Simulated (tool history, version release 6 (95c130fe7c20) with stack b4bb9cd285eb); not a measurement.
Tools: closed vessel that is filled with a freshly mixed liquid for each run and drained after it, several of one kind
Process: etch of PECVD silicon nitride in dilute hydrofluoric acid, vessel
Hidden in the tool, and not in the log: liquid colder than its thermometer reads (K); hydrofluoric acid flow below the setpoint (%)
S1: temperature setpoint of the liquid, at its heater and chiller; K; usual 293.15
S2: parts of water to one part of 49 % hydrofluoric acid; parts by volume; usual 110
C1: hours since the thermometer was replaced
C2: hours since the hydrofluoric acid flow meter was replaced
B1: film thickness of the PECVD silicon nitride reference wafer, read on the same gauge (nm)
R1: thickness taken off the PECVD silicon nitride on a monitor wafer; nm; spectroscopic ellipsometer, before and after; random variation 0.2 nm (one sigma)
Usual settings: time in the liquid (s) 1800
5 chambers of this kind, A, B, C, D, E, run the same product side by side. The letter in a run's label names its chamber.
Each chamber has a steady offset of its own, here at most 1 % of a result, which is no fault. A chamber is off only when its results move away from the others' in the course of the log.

Run 1E, day 0.212: usual settings; C1 479.3; C2 825.2; B1 130.02. Result: R1 21.482 nm.
Run 2C, day 0.450: usual settings; C1 618.5; C2 584.5; B1 129.99. Result: R1 21.270 nm.
Run 3A, day 0.704: usual settings; C1 205.3; C2 373.5; B1 130.02. Result: R1 21.210 nm.
Run 4D, day 0.883: usual settings; C1 2255.3; C2 43.2; B1 130.02. Result: R1 21.441 nm.
Run 5B, day 1.146: usual settings; C1 683.3; C2 1120.4; B1 130.01. Result: R1 21.480 nm.
At day 1.262: chamber C: thermometer replaced.
Run 6E, day 1.296: usual settings; C1 505.3; C2 851.2; B1 130.01. Result: R1 21.118 nm.
Run 7C, day 1.425: usual settings; C1 4.0; C2 607.9; B1 130.04. Result: R1 21.485 nm.
Run 8A, day 1.621: usual settings but S1 290.15 K, S2 75 parts by volume; C1 227.3; C2 395.5; B1 130.04. Result: R1 24.841 nm.
Run 9D, day 1.842: usual settings but S1 290.15 K, S2 75 parts by volume; C1 2278.3; C2 66.2; B1 129.98. Result: R1 24.961 nm.
Run 10B, day 2.096: usual settings but S1 290.15 K, S2 75 parts by volume; C1 706.1; C2 1143.2; B1 129.99. Result: R1 25.327 nm.
Run 11E, day 2.379: usual settings but S1 290.15 K, S2 75 parts by volume; C1 531.3; C2 877.2; B1 130.04. Result: R1 25.240 nm.
Run 12A, day 2.671: usual settings but S1 290.15 K, S2 75 parts by volume; C1 252.5; C2 420.7; B1 130.00. Result: R1 24.844 nm.
Run 13B, day 2.962: usual settings; C1 726.9; C2 1164.0; B1 129.99. Result: R1 21.499 nm.
Run 14C, day 3.217: usual settings but S2 130 parts by volume; C1 47.0; C2 650.9; B1 129.98. Result: R1 18.143 nm.
Run 15D, day 3.350: usual settings but S2 130 parts by volume; C1 2314.5; C2 102.4; B1 130.02. Result: R1 18.172 nm.
Run 16A, day 3.517: usual settings but S2 130 parts by volume; C1 272.8; C2 441.0; B1 129.99. Result: R1 18.188 nm.
Run 17B, day 3.733: usual settings but S2 130 parts by volume; C1 745.4; C2 1182.5; B1 129.94. Result: R1 18.002 nm.
Run 18D, day 3.971: usual settings but S2 130 parts by volume; C1 2329.4; C2 117.3; B1 129.98. Result: R1 18.379 nm.
Run 19E, day 4.192: usual settings; C1 574.8; C2 920.7; B1 129.97. Result: R1 21.536 nm.
Run 20C, day 4.388: usual settings; C1 75.1; C2 679.0; B1 129.98. Result: R1 20.941 nm.
Run 21A, day 4.542: usual settings; C1 297.4; C2 465.6; B1 130.04. Result: R1 21.330 nm.
Run 22D, day 4.800: usual settings; C1 2349.3; C2 137.2; B1 130.05. Result: R1 21.164 nm.
At day 4.825: chamber A: hydrofluoric acid flow meter replaced.
Run 23C, day 4.954: usual settings; C1 88.7; C2 692.6; B1 129.97. Result: R1 21.254 nm.
Run 24E, day 5.246: usual settings; C1 600.1; C2 946.0; B1 129.99. Result: R1 21.225 nm.
At day 5.333: chamber E: thermometer replaced.
Run 25B, day 5.479: usual settings; C1 787.3; C2 1224.4; B1 130.03. Result: R1 20.677 nm.
Run 26B, day 5.700: usual settings; C1 792.6; C2 1229.7; B1 129.97. Result: R1 20.471 nm.
Run 27D, day 5.908: usual settings; C1 2375.9; C2 163.8; B1 129.99. Result: R1 21.591 nm.
Run 28E, day 6.083: usual settings; C1 18.0; C2 966.1; B1 130.01. Result: R1 21.820 nm.
Run 29C, day 6.358: usual settings; C1 122.4; C2 726.3; B1 130.01. Result: R1 21.546 nm.
Run 30A, day 6.650: usual settings; C1 348.0; C2 43.9; B1 129.98. Result: R1 21.173 nm.
Run 31C, day 6.912: usual settings; C1 135.7; C2 739.6; B1 129.97. Result: R1 21.337 nm.
Run 32E, day 7.054: usual settings; C1 41.3; C2 989.4; B1 130.04. Result: R1 21.599 nm.
Run 33B, day 7.308: usual settings; C1 831.2; C2 1268.3; B1 129.97. Result: R1 20.048 nm.
Run 34A, day 7.525: usual settings; C1 369.0; C2 64.9; B1 129.95. Result: R1 21.657 nm.
Run 35D, day 7.817: usual settings but S2 70 parts by volume; C1 2421.7; C2 209.6; B1 130.00. Result: R1 32.888 nm.
Run 36B, day 7.967: usual settings but S2 70 parts by volume; C1 847.0; C2 1284.1; B1 130.03. Result: R1 31.397 nm.
Run 37E, day 8.171: usual settings but S2 70 parts by volume; C1 68.1; C2 1016.2; B1 130.02. Result: R1 33.059 nm.
Run 38A, day 8.438: usual settings but S2 70 parts by volume; C1 390.9; C2 86.8; B1 130.01. Result: R1 33.135 nm.
Run 39C, day 8.596: usual settings but S2 70 parts by volume; C1 176.1; C2 780.0; B1 130.02. Result: R1 33.215 nm.
Run 40D, day 8.767: usual settings; C1 2444.5; C2 232.4; B1 130.06. Result: R1 20.919 nm.
Run 41A, day 8.942: usual settings; C1 403.0; C2 98.9; B1 130.02. Result: R1 21.112 nm.
Run 42D, day 9.171: usual settings; C1 2454.2; C2 242.1; B1 130.03. Result: R1 21.029 nm.

What goes on in this fleet: one chamber off, a drifting gauge, or nothing beyond the chambers' own small offsets? Name the chamber and the cause, if any.

Chamber B drifts away from the others.
Cause: liquid colder than its thermometer reads (K) = 1.57.
The log may not tell that from: hydrofluoric acid flow below the setpoint (%).

Here are 4 candidates for chamber B's next run, each the usual settings with a change, their results left as question marks. Which one brings its results back in line with what the others give on the usual settings?
In line means no further than this from the other chambers' mean on the usual settings: R1 0.720 nm
Run 43B-1, day 9.388: usual settings but S2 105 parts by volume. Result: R1 ?.
Run 43B-2, day 9.388: usual settings but S2 105 parts by volume, time in the liquid (s) 1895. Result: R1 ?.
Run 43B-3, day 9.388: usual settings but time in the liquid (s) 1740. Result: R1 ?.
Run 43B-4, day 9.388: usual settings but S2 115 parts by volume, time in the liquid (s) 1705. Result: R1 ?.

The other chambers' mean on the usual settings: R1 21.377 nm
  run      R1
43B-1  20.149
43B-2  21.212
43B-3  18.606
43B-4  17.453
43B-2 brings the chamber back in line.

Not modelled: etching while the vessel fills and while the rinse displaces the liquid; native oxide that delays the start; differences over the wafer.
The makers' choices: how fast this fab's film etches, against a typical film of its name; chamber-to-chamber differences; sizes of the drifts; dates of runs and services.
